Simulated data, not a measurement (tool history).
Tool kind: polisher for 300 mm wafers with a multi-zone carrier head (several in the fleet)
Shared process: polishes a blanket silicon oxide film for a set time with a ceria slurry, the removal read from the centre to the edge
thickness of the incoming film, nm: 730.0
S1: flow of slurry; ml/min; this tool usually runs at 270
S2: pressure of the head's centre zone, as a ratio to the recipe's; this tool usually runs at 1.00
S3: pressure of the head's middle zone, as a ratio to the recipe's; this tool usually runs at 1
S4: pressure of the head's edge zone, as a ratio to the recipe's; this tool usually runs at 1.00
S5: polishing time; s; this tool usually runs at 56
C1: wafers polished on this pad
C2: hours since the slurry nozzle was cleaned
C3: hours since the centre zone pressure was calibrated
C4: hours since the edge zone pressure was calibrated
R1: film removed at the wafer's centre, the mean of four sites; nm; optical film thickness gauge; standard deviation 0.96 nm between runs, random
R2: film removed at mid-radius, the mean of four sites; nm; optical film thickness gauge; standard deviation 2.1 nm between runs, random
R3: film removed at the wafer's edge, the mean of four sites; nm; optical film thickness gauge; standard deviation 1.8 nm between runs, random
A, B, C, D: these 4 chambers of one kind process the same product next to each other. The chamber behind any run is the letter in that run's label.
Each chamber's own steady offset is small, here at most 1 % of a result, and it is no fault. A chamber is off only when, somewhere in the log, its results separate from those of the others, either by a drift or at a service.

run	hour	S1	S2	S3	S4	S5	C1	C2	C3	C4	R1	R2	R3
1A	4.6	270	1.00	1	1.00	56	284	377.6	6.7	207.1	153.69	149.73	152.05
2C	9.7	270	1.00	1	1.00	56	417	173.8	941.9	171.0	153.67	150.54	152.32
3D	14.5	270	1.00	1	1.00	56	391	631.3	268.0	1297.4	152.37	153.07	152.76
# hour 16.8: chamber B: worn pad replaced by a new one
4B	17.5	270	1.00	1	1.00	56	6	256.5	288.8	329.8	154.51	150.92	150.93
5A	20.5	270	0.90	1	1.00	46	429	393.5	22.6	223.0	113.63	124.20	130.51
6C	25.8	270	0.90	1	1.00	46	564	189.9	958.0	187.1	113.31	124.33	127.27
7B	29.2	270	0.90	1	1.00	46	113	268.2	300.5	341.5	113.34	125.30	123.58
# hour 34.1: chamber D: worn pad replaced by a new one
8D	34.9	270	0.90	1	1.00	46	7	651.7	288.4	1317.8	111.13	126.89	125.77
9A	38.1	315	1.00	1	1.00	68	590	411.1	40.2	240.6	188.15	183.22	188.16
10B	42.7	315	1.00	1	1.00	68	236	281.7	314.0	355.0	192.12	188.47	186.63
11C	48.2	315	1.00	1	1.00	68	769	212.3	980.4	209.5	189.64	188.63	184.74
12D	52.5	315	1.00	1	1.00	68	168	669.3	306.0	1335.4	191.31	186.06	188.98
13B	55.3	270	1.00	1	1.00	56	351	294.3	326.6	367.6	153.08	153.87	152.96
# hour 57.7: chamber C: slurry nozzle cleaned
14C	60.5	270	1.00	1	1.00	56	881	2.9	992.7	221.8	154.74	150.77	153.70
15A	64.0	270	1.00	1	1.00	56	827	437.0	66.1	266.5	151.80	152.03	151.53
16D	67.4	270	1.00	1	1.00	56	304	684.2	320.9	1350.3	153.19	153.54	155.97
17A	71.3	270	1.00	1	1.08	56	893	444.3	73.4	273.8	153.73	156.67	158.65
18D	75.9	270	1.00	1	1.08	56	381	692.7	329.4	1358.8	152.88	156.22	158.24
# hour 80.5: chamber B: worn pad replaced by a new one
19C	80.8	270	1.00	1	1.08	56	1066	23.2	1013.0	242.1	152.54	152.87	158.38
20B	83.7	270	1.00	1	1.08	56	29	322.7	355.0	396.0	154.90	150.53	158.86
21A	87.9	270	0.91	1	1.00	56	1045	460.9	90.0	290.4	135.08	151.14	148.82
22B	91.2	270	0.91	1	1.00	56	98	330.2	362.5	403.5	140.81	151.94	152.74
23D	94.5	270	0.91	1	1.00	56	551	711.3	348.0	1377.4	137.74	152.11	155.54
# hour 95.2: chamber C: worn pad replaced by a new one
24C	98.4	270	0.91	1	1.00	56	29	40.8	1030.6	259.7	139.68	150.46	154.58
25D	101.7	270	1.00	1	1.00	56	617	718.5	355.2	1384.6	153.45	152.97	155.71
# hour 102.5: chamber A: slurry nozzle cleaned
# hour 103.8: chamber D: worn pad replaced by a new one
26B	104.5	270	1.00	1	1.00	56	219	343.5	375.8	416.8	155.85	152.04	154.62
27C	107.0	270	1.00	1	1.00	56	107	49.4	1039.2	268.3	156.47	152.06	155.29
28A	110.3	270	1.00	1	1.00	56	1249	7.9	112.4	312.8	144.44	147.19	148.60
29C	113.8	270	1.00	1	1.00	56	169	56.2	1046.0	275.1	155.54	154.45	154.54
# hour 117.0: chamber B: slurry nozzle cleaned
30D	117.2	270	1.00	1	1.00	56	122	734.0	370.7	1400.1	153.42	151.77	154.08
31B	120.4	270	1.04	1	1.00	56	364	3.4	391.7	432.7	161.79	150.09	151.12
32A	126.1	270	1.04	1	1.00	56	1394	23.7	128.2	328.6	148.52	139.02	142.43

Read the log: is a single chamber off, either drifting away or since a service, is the gauge that measures every chamber drifting, or is nothing wrong beyond small per-chamber offsets? Name any odd chamber and what most likely caused it.

It is chamber A that slowly wanders off from its peers.
Cause: removal rate lost through wear of the pad, % = 7.24.

Below are 4 candidate recipes for chamber A's next run, each the usual settings with a change, their results shown as question marks. Which of them brings A's results back in line with what the other chambers give on the usual settings?
Maximum distance from the other chambers' mean on the usual settings for a result to count as in line: R1 3.40 nm; R2 7.50 nm; R3 6.30 nm
33A-1	130.1	275	1.01	1.01	1.00	60					?	?	?
33A-2	130.1	270	1.00	1.00	1.00	58					?	?	?
33A-3	130.1	270	1.00	1.00	1.00	54					?	?	?
33A-4	130.1	270	0.99	0.99	1.00	52					?	?	?

On the usual settings, the other chambers give on average: R1 153.60 nm; R2 152.81 nm; R3 153.27 nm
run	R1	R2	R3
33A-1	154.11	154.68	155.02
33A-2	147.06	147.87	149.65
33A-3	136.92	137.67	139.33
33A-4	130.41	131.34	134.19
The answer is 33A-1, which returns the chamber to within the allowed miss of the others.

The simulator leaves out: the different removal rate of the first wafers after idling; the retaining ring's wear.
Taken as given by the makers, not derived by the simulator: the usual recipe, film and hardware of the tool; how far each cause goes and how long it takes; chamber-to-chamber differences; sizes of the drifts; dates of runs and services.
